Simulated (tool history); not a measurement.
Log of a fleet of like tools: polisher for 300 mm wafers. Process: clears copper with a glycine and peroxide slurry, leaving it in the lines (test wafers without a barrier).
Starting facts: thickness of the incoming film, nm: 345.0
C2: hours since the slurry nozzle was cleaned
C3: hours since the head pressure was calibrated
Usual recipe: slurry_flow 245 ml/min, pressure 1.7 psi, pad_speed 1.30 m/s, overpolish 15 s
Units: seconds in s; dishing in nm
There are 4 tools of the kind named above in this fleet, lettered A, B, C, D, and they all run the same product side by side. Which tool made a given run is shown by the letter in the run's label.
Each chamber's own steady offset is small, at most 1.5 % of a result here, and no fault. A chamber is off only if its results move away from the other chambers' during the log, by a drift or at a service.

run 1A hour=3.6 | slurry_flow=245 pressure=1.7 pad_speed=1.30 overpolish=15 | wafers_polished_on_this_pad=1103 C2=292.0 C3=398.8 | seconds=78.363 dishing=32.735
run 2C hour=7.6 | slurry_flow=245 pressure=1.7 pad_speed=1.30 overpolish=15 | wafers_polished_on_this_pad=180 C2=151.2 C3=128.9 | seconds=78.639 dishing=32.950
-- hour=9.3 chamber A: worn pad replaced by a new one
run 3B hour=11.9 | slurry_flow=245 pressure=1.7 pad_speed=1.30 overpolish=15 | wafers_polished_on_this_pad=119 C2=262.8 C3=610.0 | seconds=78.248 dishing=33.048
run 4D hour=15.4 | slurry_flow=245 pressure=1.7 pad_speed=1.30 overpolish=15 | wafers_polished_on_this_pad=546 C2=98.4 C3=835.4 | seconds=78.364 dishing=33.197
run 5B hour=20.2 | slurry_flow=245 pressure=1.7 pad_speed=1.30 overpolish=15 | wafers_polished_on_this_pad=178 C2=271.1 C3=618.3 | seconds=78.008 dishing=33.377
run 6C hour=24.3 | slurry_flow=245 pressure=1.7 pad_speed=1.30 overpolish=15 | wafers_polished_on_this_pad=299 C2=167.9 C3=145.6 | seconds=78.055 dishing=33.349
run 7A hour=27.0 | slurry_flow=245 pressure=1.7 pad_speed=1.30 overpolish=15 | wafers_polished_on_this_pad=126 C2=315.4 C3=422.2 | seconds=76.554 dishing=33.567
run 8D hour=29.2 | slurry_flow=245 pressure=1.7 pad_speed=1.30 overpolish=15 | wafers_polished_on_this_pad=643 C2=112.2 C3=849.2 | seconds=77.264 dishing=33.592
run 9C hour=33.6 | slurry_flow=245 pressure=1.7 pad_speed=1.30 overpolish=15 | wafers_polished_on_this_pad=365 C2=177.2 C3=154.9 | seconds=78.100 dishing=32.406
run 10A hour=37.1 | slurry_flow=245 pressure=1.7 pad_speed=1.30 overpolish=15 | wafers_polished_on_this_pad=197 C2=325.5 C3=432.3 | seconds=77.270 dishing=34.146
run 11B hour=40.8 | slurry_flow=245 pressure=1.7 pad_speed=1.30 overpolish=15 | wafers_polished_on_this_pad=324 C2=291.7 C3=638.9 | seconds=78.393 dishing=33.095
run 12D hour=44.0 | slurry_flow=245 pressure=2.1 pad_speed=1.30 overpolish=15 | wafers_polished_on_this_pad=748 C2=127.0 C3=864.0 | seconds=65.979 dishing=36.120
run 13C hour=46.2 | slurry_flow=245 pressure=2.1 pad_speed=1.30 overpolish=15 | wafers_polished_on_this_pad=454 C2=189.8 C3=167.5 | seconds=66.281 dishing=36.185
-- hour=50.1 chamber D: worn pad replaced by a new one
run 14B hour=50.5 | slurry_flow=245 pressure=2.1 pad_speed=1.30 overpolish=15 | wafers_polished_on_this_pad=393 C2=301.4 C3=648.6 | seconds=64.747 dishing=35.911
run 15D hour=53.7 | slurry_flow=245 pressure=2.1 pad_speed=1.30 overpolish=15 | wafers_polished_on_this_pad=25 C2=136.7 C3=873.7 | seconds=65.623 dishing=36.384
run 16A hour=56.2 | slurry_flow=245 pressure=1.7 pad_speed=1.30 overpolish=15 | wafers_polished_on_this_pad=333 C2=344.6 C3=451.4 | seconds=77.915 dishing=33.413
run 17D hour=60.0 | slurry_flow=245 pressure=1.7 pad_speed=1.30 overpolish=15 | wafers_polished_on_this_pad=70 C2=143.0 C3=880.0 | seconds=76.631 dishing=33.023
run 18C hour=64.4 | slurry_flow=245 pressure=1.7 pad_speed=1.30 overpolish=15 | wafers_polished_on_this_pad=583 C2=208.0 C3=185.7 | seconds=77.865 dishing=33.285
-- hour=67.6 chamber A: head pressure recalibrated
run 19A hour=69.1 | slurry_flow=245 pressure=1.7 pad_speed=1.30 overpolish=15 | wafers_polished_on_this_pad=424 C2=357.5 C3=1.5 | seconds=77.941 dishing=33.440
run 20B hour=74.0 | slurry_flow=245 pressure=1.7 pad_speed=1.30 overpolish=15 | wafers_polished_on_this_pad=560 C2=324.9 C3=672.1 | seconds=77.771 dishing=33.216
run 21B hour=78.1 | slurry_flow=245 pressure=1.7 pad_speed=0.88 overpolish=22 | wafers_polished_on_this_pad=589 C2=329.0 C3=676.2 | seconds=104.710 dishing=35.720
run 22A hour=80.5 | slurry_flow=245 pressure=1.7 pad_speed=0.88 overpolish=22 | wafers_polished_on_this_pad=505 C2=368.9 C3=12.9 | seconds=104.170 dishing=36.042
run 23C hour=84.3 | slurry_flow=245 pressure=1.7 pad_speed=0.88 overpolish=22 | wafers_polished_on_this_pad=724 C2=227.9 C3=205.6 | seconds=103.620 dishing=36.375
run 24D hour=86.4 | slurry_flow=245 pressure=1.7 pad_speed=0.88 overpolish=22 | wafers_polished_on_this_pad=257 C2=169.4 C3=906.4 | seconds=103.330 dishing=36.763
run 25A hour=90.9 | slurry_flow=245 pressure=1.7 pad_speed=1.30 overpolish=15 | wafers_polished_on_this_pad=579 C2=379.3 C3=23.3 | seconds=77.304 dishing=32.496
-- hour=92.8 chamber C: worn pad replaced by a new one
run 26C hour=95.1 | slurry_flow=245 pressure=1.7 pad_speed=1.30 overpolish=15 | wafers_polished_on_this_pad=16 C2=238.7 C3=216.4 | seconds=76.593 dishing=33.605
run 27D hour=99.3 | slurry_flow=245 pressure=1.7 pad_speed=1.30 overpolish=15 | wafers_polished_on_this_pad=348 C2=182.3 C3=919.3 | seconds=76.628 dishing=33.837
run 28B hour=103.4 | slurry_flow=245 pressure=1.7 pad_speed=1.30 overpolish=15 | wafers_polished_on_this_pad=768 C2=354.3 C3=701.5 | seconds=78.350 dishing=33.155
run 29C hour=107.8 | slurry_flow=245 pressure=1.7 pad_speed=1.30 overpolish=15 | wafers_polished_on_this_pad=106 C2=251.4 C3=229.1 | seconds=78.878 dishing=33.062
run 30A hour=111.4 | slurry_flow=245 pressure=1.7 pad_speed=1.30 overpolish=15 | wafers_polished_on_this_pad=724 C2=399.8 C3=43.8 | seconds=78.748 dishing=33.499
run 31D hour=114.7 | slurry_flow=245 pressure=1.7 pad_speed=1.30 overpolish=15 | wafers_polished_on_this_pad=458 C2=197.7 C3=934.7 | seconds=78.622 dishing=33.822
run 32B hour=119.0 | slurry_flow=245 pressure=1.7 pad_speed=1.30 overpolish=15 | wafers_polished_on_this_pad=879 C2=369.9 C3=717.1 | seconds=77.308 dishing=32.655
run 33A hour=122.3 | slurry_flow=245 pressure=1.7 pad_speed=1.30 overpolish=15 | wafers_polished_on_this_pad=802 C2=410.7 C3=54.7 | seconds=77.168 dishing=32.801
run 34C hour=125.5 | slurry_flow=245 pressure=1.7 pad_speed=1.30 overpolish=15 | wafers_polished_on_this_pad=232 C2=269.1 C3=246.8 | seconds=77.696 dishing=33.958
run 35B hour=129.4 | slurry_flow=245 pressure=1.7 pad_speed=1.30 overpolish=15 | wafers_polished_on_this_pad=953 C2=380.3 C3=727.5 | seconds=77.685 dishing=32.593
run 36D hour=132.1 | slurry_flow=245 pressure=1.7 pad_speed=1.30 overpolish=15 | wafers_polished_on_this_pad=581 C2=215.1 C3=952.1 | seconds=77.738 dishing=33.631
run 37C hour=136.7 | slurry_flow=245 pressure=2.2 pad_speed=1.30 overpolish=15 | wafers_polished_on_this_pad=311 C2=280.3 C3=258.0 | seconds=63.108 dishing=37.965
-- hour=138.6 chamber A: worn pad replaced by a new one
run 38A hour=138.9 | slurry_flow=245 pressure=2.2 pad_speed=1.30 overpolish=15 | wafers_polished_on_this_pad=2 C2=427.3 C3=71.3 | seconds=63.780 dishing=36.945
run 39D hour=141.1 | slurry_flow=245 pressure=2.2 pad_speed=1.30 overpolish=15 | wafers_polished_on_this_pad=645 C2=224.1 C3=961.1 | seconds=61.599 dishing=37.820
run 40B hour=143.7 | slurry_flow=245 pressure=2.2 pad_speed=1.30 overpolish=15 | wafers_polished_on_this_pad=1054 C2=394.6 C3=741.8 | seconds=61.526 dishing=37.093
run 41C hour=148.6 | slurry_flow=245 pressure=1.7 pad_speed=1.30 overpolish=15 | wafers_polished_on_this_pad=395 C2=292.2 C3=269.9 | seconds=76.826 dishing=33.621
run 42B hour=152.2 | slurry_flow=245 pressure=1.7 pad_speed=1.30 overpolish=15 | wafers_polished_on_this_pad=1114 C2=403.1 C3=750.3 | seconds=77.296 dishing=32.978

Next, every chamber runs the same settings. What will each give?
run 43A hour=155.7 | slurry_flow=245 pressure=1.7 pad_speed=1.30 overpolish=22 | seconds=? dishing=?
run 43B hour=155.7 | slurry_flow=245 pressure=1.7 pad_speed=1.30 overpolish=22 | seconds=? dishing=?
run 43C hour=155.7 | slurry_flow=245 pressure=1.7 pad_speed=1.30 overpolish=22 | seconds=? dishing=?
run 43D hour=155.7 | slurry_flow=245 pressure=1.7 pad_speed=1.30 overpolish=22 | seconds=? dishing=?

run=43A seconds=78.140 dishing=39.385
run=43B seconds=76.046 dishing=39.747
run=43C seconds=77.852 dishing=40.672
run=43D seconds=76.406 dishing=40.977
